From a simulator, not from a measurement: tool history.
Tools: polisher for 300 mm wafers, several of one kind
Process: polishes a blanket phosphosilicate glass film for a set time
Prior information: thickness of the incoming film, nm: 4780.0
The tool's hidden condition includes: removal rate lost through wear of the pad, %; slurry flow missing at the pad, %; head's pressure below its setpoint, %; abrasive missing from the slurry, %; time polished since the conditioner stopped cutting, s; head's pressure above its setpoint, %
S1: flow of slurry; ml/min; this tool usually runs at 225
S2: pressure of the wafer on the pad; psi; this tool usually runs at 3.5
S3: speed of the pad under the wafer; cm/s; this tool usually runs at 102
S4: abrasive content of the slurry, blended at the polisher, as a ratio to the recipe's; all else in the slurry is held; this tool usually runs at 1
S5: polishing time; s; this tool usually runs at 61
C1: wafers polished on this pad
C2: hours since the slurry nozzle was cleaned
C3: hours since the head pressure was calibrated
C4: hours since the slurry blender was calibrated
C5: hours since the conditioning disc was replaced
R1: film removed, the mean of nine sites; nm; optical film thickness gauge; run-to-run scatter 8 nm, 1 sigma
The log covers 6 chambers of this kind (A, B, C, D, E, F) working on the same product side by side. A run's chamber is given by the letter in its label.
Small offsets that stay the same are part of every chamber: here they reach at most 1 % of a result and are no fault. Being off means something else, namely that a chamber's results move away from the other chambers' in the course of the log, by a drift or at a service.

At hour 5.2: chamber C: conditioning disc replaced and pad reconditioned.
At hour 8.3: chamber D: slurry blender recalibrated.
Run 1C, hour 9.7: usual settings; C1 161; C2 641.9; C3 220.5; C4 11.6; C5 4.6. Result: R1 641.94 nm.
At hour 10.3: chamber D: worn pad replaced by a new one.
At hour 16.8: chamber E: worn pad replaced by a new one.
Run 2F, hour 21.4: usual settings; C1 457; C2 347.2; C3 205.9; C4 231.7; C5 39.7. Result: R1 649.12 nm.
Run 3B, hour 29.4: usual settings; C1 1022; C2 585.3; C3 571.7; C4 67.7; C5 401. Result: R1 661.22 nm.
Run 4A, hour 37.4: usual settings; C1 541; C2 599.2; C3 553.9; C4 68.5; C5 78.9. Result: R1 642.53 nm.
Run 5E, hour 46.2: usual settings; C1 288; C2 111.1; C3 343.4; C4 71.8; C5 95.7. Result: R1 660.39 nm.
At hour 50.2: chamber B: worn pad replaced by a new one.
At hour 57.1: chamber F: worn pad replaced by a new one.
Run 6D, hour 57.9: usual settings but S1 175 ml/min; C1 467; C2 731.2; C3 282.5; C4 49.6; C5 414.7. Result: R1 634.83 nm.
At hour 67.7: chamber E: head pressure recalibrated.
Run 7B, hour 70: usual settings but S1 175 ml/min; C1 194; C2 625.9; C3 612.3; C4 108.3; C5 441.6. Result: R1 648.91 nm.
At hour 70.2: chamber C: worn pad replaced by a new one.
At hour 71.6: chamber A: worn pad replaced by a new one.
At hour 76.9: chamber A: slurry blender recalibrated.
Run 8C, hour 77.4: usual settings but S1 175 ml/min; C1 71; C2 709.6; C3 288.2; C4 79.3; C5 72.3. Result: R1 635.05 nm.
At hour 77.5: chamber D: slurry nozzle cleaned.
At hour 86: chamber F: slurry nozzle cleaned.
Run 9F, hour 89.6: usual settings but S1 175 ml/min; C1 319; C2 3.7; C3 274.1; C4 299.9; C5 107.9. Result: R1 638.34 nm.
At hour 91.9: chamber D: worn pad replaced by a new one.
At hour 94.7: chamber C: conditioning disc replaced and pad reconditioned.
Run 10A, hour 98.7: usual settings but S1 175 ml/min; C1 266; C2 660.5; C3 615.2; C4 21.8; C5 140.2. Result: R1 643.9 nm.
At hour 106: chamber F: conditioning disc replaced and pad reconditioned.
At hour 106.3: chamber F: slurry blender recalibrated.
Run 11E, hour 107.6: usual settings but S1 175 ml/min; C1 891; C2 172.5; C3 39.9; C4 133.2; C5 157.1. Result: R1 639.3 nm.
At hour 109.3: chamber E: worn pad replaced by a new one.
At hour 117.8: chamber C: slurry nozzle cleaned.
Run 12D, hour 118.9: usual settings; C1 265; C2 41.5; C3 343.5; C4 110.6; C5 475.7. Result: R1 666.73 nm.
Run 13B, hour 127.4: usual settings; C1 758; C2 683.3; C3 669.7; C4 165.7; C5 499. Result: R1 663.19 nm.
Run 14F, hour 137.3: usual settings; C1 788; C2 51.4; C3 321.8; C4 31.1; C5 31.3. Result: R1 660.9 nm.
Run 15C, hour 145.9: usual settings; C1 743; C2 28.1; C3 356.7; C4 147.8; C5 51.3. Result: R1 648.08 nm.
At hour 146.4: chamber A: head pressure recalibrated.
At hour 153: chamber F: worn pad replaced by a new one.
At hour 154.6: chamber E: conditioning disc replaced and pad reconditioned.
At hour 155.5: chamber A: worn pad replaced by a new one.
Run 16D, hour 156: usual settings; C1 629; C2 78.6; C3 380.6; C4 147.7; C5 512.8. Result: R1 650.53 nm.
Run 17A, hour 164.5: usual settings but S3 86 cm/s; C1 89; C2 726.3; C3 18.1; C4 87.6; C5 206. Result: R1 584.62 nm.
At hour 164.6: chamber C: slurry blender recalibrated.
At hour 165.2: chamber C: worn pad replaced by a new one.
Run 18E, hour 172.8: usual settings but S3 86 cm/s; C1 624; C2 237.7; C3 105.1; C4 198.4; C5 18.2. Result: R1 576.05 nm.
At hour 180.6: chamber D: worn pad replaced by a new one.
At hour 184.1: chamber B: slurry nozzle cleaned.
At hour 184.2: chamber A: slurry blender recalibrated.
Run 19F, hour 185.9: usual settings but S3 86 cm/s; C1 323; C2 100; C3 370.4; C4 79.7; C5 79.9. Result: R1 562.8 nm.
At hour 190.9: chamber B: worn pad replaced by a new one.
At hour 196.6: chamber D: conditioning disc replaced and pad reconditioned.
At hour 197.2: chamber C: conditioning disc replaced and pad reconditioned.
Run 20B, hour 199.1: usual settings but S3 86 cm/s; C1 80; C2 15.1; C3 741.4; C4 237.4; C5 570.7. Result: R1 568.65 nm.
At hour 208.9: chamber E: worn pad replaced by a new one.
Run 21A, hour 209.6: usual settings but S3 86 cm/s; C1 532; C2 771.4; C3 63.2; C4 25.5; C5 251.1. Result: R1 571.44 nm.
At hour 210.2: chamber B: conditioning disc replaced and pad reconditioned.
Run 22E, hour 222.6: usual settings but S3 86 cm/s; C1 135; C2 287.5; C3 154.9; C4 248.2; C5 68. Result: R1 567.74 nm.
Run 23C, hour 235.2: usual settings; C1 687; C2 117.4; C3 446; C4 70.6; C5 38.1. Result: R1 639.95 nm.
At hour 243.2: chamber D: head pressure recalibrated.
Run 24D, hour 244.7: usual settings; C1 629; C2 167.3; C3 1.5; C4 236.4; C5 48.1. Result: R1 640.32 nm.
At hour 246.2: chamber F: conditioning disc replaced and pad reconditioned.
At hour 246.3: chamber A: worn pad replaced by a new one.
At hour 250.6: chamber F: worn pad replaced by a new one.
Run 25C, hour 256.5: usual settings; C1 896; C2 138.7; C3 467.3; C4 91.9; C5 59.4. Result: R1 662.95 nm.
At hour 259.5: chamber C: worn pad replaced by a new one.
At hour 261.8: chamber A: conditioning disc replaced and pad reconditioned.
Run 26F, hour 266.3: usual settings; C1 154; C2 180.4; C3 450.8; C4 160.1; C5 20.1. Result: R1 614.79 nm.
At hour 268.5: chamber E: slurry blender recalibrated.
At hour 277.7: chamber D: worn pad replaced by a new one.
Run 27A, hour 278.5: usual settings; C1 316; C2 840.3; C3 132.1; C4 94.4; C5 16.8. Result: R1 653.11 nm.
At hour 286.5: chamber A: slurry blender recalibrated.
Run 28B, hour 288.9: usual settings; C1 962; C2 104.9; C3 831.2; C4 327.2; C5 78.8. Result: R1 657.03 nm.
At hour 291.7: chamber C: slurry blender recalibrated.
At hour 296.8: chamber E: worn pad replaced by a new one.
At hour 297.9: chamber C: conditioning disc replaced and pad reconditioned.
Run 29E, hour 298.8: usual settings; C1 20; C2 363.7; C3 231.1; C4 30.3; C5 144.2. Result: R1 655.84 nm.
Run 30D, hour 311.7: usual settings; C1 334; C2 234.3; C3 68.5; C4 303.4; C5 115.1. Result: R1 659.26 nm.
Run 31A, hour 320: usual settings; C1 724; C2 881.8; C3 173.6; C4 33.6; C5 58.3. Result: R1 682.45 nm.
At hour 327.1: chamber B: worn pad replaced by a new one.
Run 32F, hour 327.2: usual settings; C1 752; C2 241.3; C3 511.7; C4 221; C5 81. Result: R1 626.95 nm.
At hour 334.2: chamber A: worn pad replaced by a new one.
Run 33D, hour 334.8: usual settings but S2 4.4 psi, S5 74 s; C1 561; C2 257.4; C3 91.6; C4 326.5; C5 138.2. Result: R1 1007.1 nm.
At hour 339.3: chamber F: worn pad replaced by a new one.
At hour 342.4: chamber C: worn pad replaced by a new one.
Run 34C, hour 342.4: usual settings but S2 4.4 psi, S5 74 s; C1 0; C2 224.6; C3 553.2; C4 50.7; C5 44.5. Result: R1 997.65 nm.
Run 35E, hour 352: usual settings but S2 4.4 psi, S5 74 s; C1 542; C2 416.9; C3 284.3; C4 83.5; C5 197.4. Result: R1 1009 nm.
At hour 361.3: chamber E: conditioning disc replaced and pad reconditioned.
At hour 361.9: chamber D: worn pad replaced by a new one.
Run 36B, hour 363.6: usual settings but S2 4.4 psi, S5 74 s; C1 359; C2 179.6; C3 905.9; C4 401.9; C5 153.5. Result: R1 1001 nm.
Run 37C, hour 376.8: usual settings but S2 4.4 psi, S5 74 s; C1 338; C2 259; C3 587.6; C4 85.1; C5 78.9. Result: R1 1005.4 nm.
At hour 379.3: chamber E: worn pad replaced by a new one.
At hour 380.6: chamber F: conditioning disc replaced and pad reconditioned.
Run 38B, hour 383.2: usual settings but S2 4.4 psi, S5 74 s; C1 551; C2 199.2; C3 925.5; C4 421.5; C5 173.1. Result: R1 1010.8 nm.
Run 39F, hour 392.7: usual settings but S3 132 cm/s; C1 524; C2 306.8; C3 577.2; C4 286.5; C5 12.2. Result: R1 741.6 nm.
At hour 394.3: chamber A: slurry blender recalibrated.
At hour 395.4: chamber C: conditioning disc replaced and pad reconditioned.
Run 40A, hour 403.1: usual settings but S3 132 cm/s; C1 677; C2 964.9; C3 256.7; C4 8.9; C5 141.4. Result: R1 831.02 nm.
At hour 407.5: chamber E: slurry nozzle cleaned.
Run 41E, hour 414.3: usual settings but S3 132 cm/s; C1 344; C2 6.9; C3 346.6; C4 145.8; C5 53. Result: R1 808.64 nm.
Run 42D, hour 424.5: usual settings but S3 132 cm/s; C1 614; C2 347.1; C3 181.3; C4 416.2; C5 227.9. Result: R1 790.99 nm.
At hour 428.2: chamber F: slurry nozzle cleaned.
At hour 428.8: chamber F: worn pad replaced by a new one.
At hour 434.3: chamber C: worn pad replaced by a new one.
Run 43F, hour 437.7: usual settings but S3 132 cm/s; C1 87; C2 9.6; C3 622.2; C4 331.5; C5 57.2. Result: R1 733.28 nm.
At hour 444.8: chamber C: slurry blender recalibrated.
Run 44C, hour 446.9: usual settings but S3 132 cm/s; C1 124; C2 329.1; C3 657.7; C4 2.2; C5 51.6. Result: R1 803.33 nm.

For the next run the whole fleet of 6 chambers uses the same settings. Give each chamber's results:
Run 45A, hour 456.5: usual settings. Result: R1 ?.
Run 45B, hour 456.5: usual settings. Result: R1 ?.
Run 45C, hour 456.5: usual settings. Result: R1 ?.
Run 45D, hour 456.5: usual settings. Result: R1 ?.
Run 45E, hour 456.5: usual settings. Result: R1 ?.
Run 45F, hour 456.5: usual settings. Result: R1 ?.

run      R1
45A  669.55
45B  645.25
45C  642.24
45D  665.82
45E  661.17
45F  596.72
